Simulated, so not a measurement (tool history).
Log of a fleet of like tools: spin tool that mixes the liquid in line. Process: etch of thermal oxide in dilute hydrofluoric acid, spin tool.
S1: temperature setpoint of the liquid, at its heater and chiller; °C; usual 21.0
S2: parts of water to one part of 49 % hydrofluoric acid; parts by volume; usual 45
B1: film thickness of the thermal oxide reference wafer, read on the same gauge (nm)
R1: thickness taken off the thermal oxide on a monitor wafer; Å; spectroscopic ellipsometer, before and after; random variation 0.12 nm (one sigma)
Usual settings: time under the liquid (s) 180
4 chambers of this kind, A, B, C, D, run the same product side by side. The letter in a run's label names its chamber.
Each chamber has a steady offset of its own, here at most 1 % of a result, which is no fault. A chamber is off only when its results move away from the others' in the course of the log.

{"run": "1D", "hour": 10.2, "S1": 21.0, "S2": 45, "time under the liquid (s)": 180, "B1": 140.01, "R1": 159.83}
{"run": "2B", "hour": 16.8, "S1": 21.0, "S2": 45, "time under the liquid (s)": 180, "B1": 140.01, "R1": 159.04}
{"run": "3C", "hour": 26.3, "S1": 21.0, "S2": 45, "time under the liquid (s)": 180, "B1": 139.99, "R1": 157.86}
{"hour": 31.3, "done": "chamber C: thermometer replaced"}
{"run": "4A", "hour": 34.1, "S1": 21.0, "S2": 45, "time under the liquid (s)": 180, "B1": 140.0, "R1": 158.45}
{"run": "5A", "hour": 40.7, "S1": 21.0, "S2": 45, "time under the liquid (s)": 180, "B1": 140.0, "R1": 159.26}
{"hour": 42.2, "done": "chamber D: hydrofluoric acid flow meter replaced"}
{"run": "6B", "hour": 49.5, "S1": 21.0, "S2": 45, "time under the liquid (s)": 180, "B1": 140.0, "R1": 162.58}
{"run": "7D", "hour": 60.6, "S1": 21.0, "S2": 45, "time under the liquid (s)": 180, "B1": 140.01, "R1": 160.04}
{"hour": 69.2, "done": "chamber A: thermometer replaced"}
{"run": "8C", "hour": 69.9, "S1": 21.0, "S2": 45, "time under the liquid (s)": 180, "B1": 140.01, "R1": 160.68}
{"run": "9D", "hour": 74.8, "S1": 21.0, "S2": 45, "time under the liquid (s)": 180, "B1": 139.99, "R1": 158.36}
{"run": "10C", "hour": 79.7, "S1": 21.0, "S2": 45, "time under the liquid (s)": 180, "B1": 140.01, "R1": 158.15}
{"run": "11B", "hour": 88.4, "S1": 21.0, "S2": 45, "time under the liquid (s)": 180, "B1": 140.0, "R1": 160.75}
{"run": "12A", "hour": 96.2, "S1": 21.0, "S2": 45, "time under the liquid (s)": 180, "B1": 140.01, "R1": 160.84}
{"run": "13B", "hour": 106.3, "S1": 21.0, "S2": 45, "time under the liquid (s)": 180, "B1": 140.02, "R1": 157.57}
{"run": "14C", "hour": 115.5, "S1": 21.0, "S2": 45, "time under the liquid (s)": 180, "B1": 139.97, "R1": 159.56}
{"run": "15D", "hour": 121.7, "S1": 21.0, "S2": 45, "time under the liquid (s)": 180, "B1": 139.99, "R1": 159.06}
{"run": "16A", "hour": 127.5, "S1": 21.0, "S2": 45, "time under the liquid (s)": 180, "B1": 140.01, "R1": 159.54}
{"run": "17B", "hour": 133.0, "S1": 21.0, "S2": 45, "time under the liquid (s)": 180, "B1": 140.01, "R1": 159.48}
{"run": "18A", "hour": 139.4, "S1": 21.0, "S2": 45, "time under the liquid (s)": 180, "B1": 140.0, "R1": 158.76}
{"run": "19D", "hour": 145.7, "S1": 21.0, "S2": 45, "time under the liquid (s)": 120, "B1": 140.01, "R1": 103.28}
{"run": "20C", "hour": 155.6, "S1": 21.0, "S2": 45, "time under the liquid (s)": 120, "B1": 140.01, "R1": 106.36}
{"run": "21C", "hour": 166.7, "S1": 21.0, "S2": 45, "time under the liquid (s)": 120, "B1": 139.99, "R1": 106.2}
{"run": "22A", "hour": 175.6, "S1": 21.0, "S2": 45, "time under the liquid (s)": 120, "B1": 140.0, "R1": 107.81}
{"run": "23B", "hour": 180.9, "S1": 17.0, "S2": 45, "time under the liquid (s)": 180, "B1": 140.01, "R1": 134.51}
{"run": "24D", "hour": 187.5, "S1": 17.0, "S2": 45, "time under the liquid (s)": 180, "B1": 140.0, "R1": 128.08}
{"run": "25B", "hour": 193.9, "S1": 17.0, "S2": 45, "time under the liquid (s)": 180, "B1": 140.0, "R1": 137.03}
{"run": "26D", "hour": 201.5, "S1": 17.0, "S2": 45, "time under the liquid (s)": 180, "B1": 139.99, "R1": 127.16}
{"run": "27A", "hour": 209.4, "S1": 21.0, "S2": 45, "time under the liquid (s)": 180, "B1": 139.98, "R1": 159.74}
{"run": "28C", "hour": 217.5, "S1": 21.0, "S2": 45, "time under the liquid (s)": 180, "B1": 139.99, "R1": 160.02}
{"run": "29C", "hour": 225.1, "S1": 21.0, "S2": 45, "time under the liquid (s)": 180, "B1": 140.02, "R1": 159.04}
{"run": "30D", "hour": 231.8, "S1": 21.0, "S2": 45, "time under the liquid (s)": 180, "B1": 140.01, "R1": 147.73}
{"run": "31B", "hour": 237.9, "S1": 21.0, "S2": 45, "time under the liquid (s)": 180, "B1": 140.02, "R1": 162.65}
{"run": "32A", "hour": 248.3, "S1": 18.5, "S2": 45, "time under the liquid (s)": 180, "B1": 140.01, "R1": 142.33}
{"run": "33C", "hour": 256.1, "S1": 18.5, "S2": 45, "time under the liquid (s)": 180, "B1": 140.01, "R1": 142.35}
{"run": "34B", "hour": 266.6, "S1": 18.5, "S2": 45, "time under the liquid (s)": 180, "B1": 139.99, "R1": 144.72}
{"run": "35D", "hour": 272.8, "S1": 18.5, "S2": 45, "time under the liquid (s)": 180, "B1": 139.98, "R1": 129.77}

Is one chamber off against the others, does the gauge drift, or is nothing wrong? If a chamber is off, say which, and what the likeliest cause is.

Chamber D drifts away from the others.
Cause: liquid colder than its thermometer reads (K) = 2.57.
The log may not tell that from: hydrofluoric acid flow below the setpoint (%).

Here are 4 candidates for chamber D's next run, each the usual settings with a change, their results left as question marks. Which one brings its results back in line with what the others give on the usual settings?
In line means no further than this from the other chambers' mean on the usual settings: R1 4.30 Å
{"run": "36D-1", "hour": 280.8, "S1": 22.0, "S2": 45, "time under the liquid (s)": 180, "R1": "?"}
{"run": "36D-2", "hour": 280.8, "S1": 20.0, "S2": 45, "time under the liquid (s)": 180, "R1": "?"}
{"run": "36D-3", "hour": 280.8, "S1": 21.5, "S2": 45, "time under the liquid (s)": 195, "R1": "?"}
{"run": "36D-4", "hour": 280.8, "S1": 20.5, "S2": 45, "time under the liquid (s)": 165, "R1": "?"}

The other chambers' mean on the usual settings: R1 159.83 Å
run=36D-1 R1=149.67
run=36D-2 R1=137.12
run=36D-3 R1=158.71
run=36D-4 R1=128.51
36D-3 brings the chamber back in line.
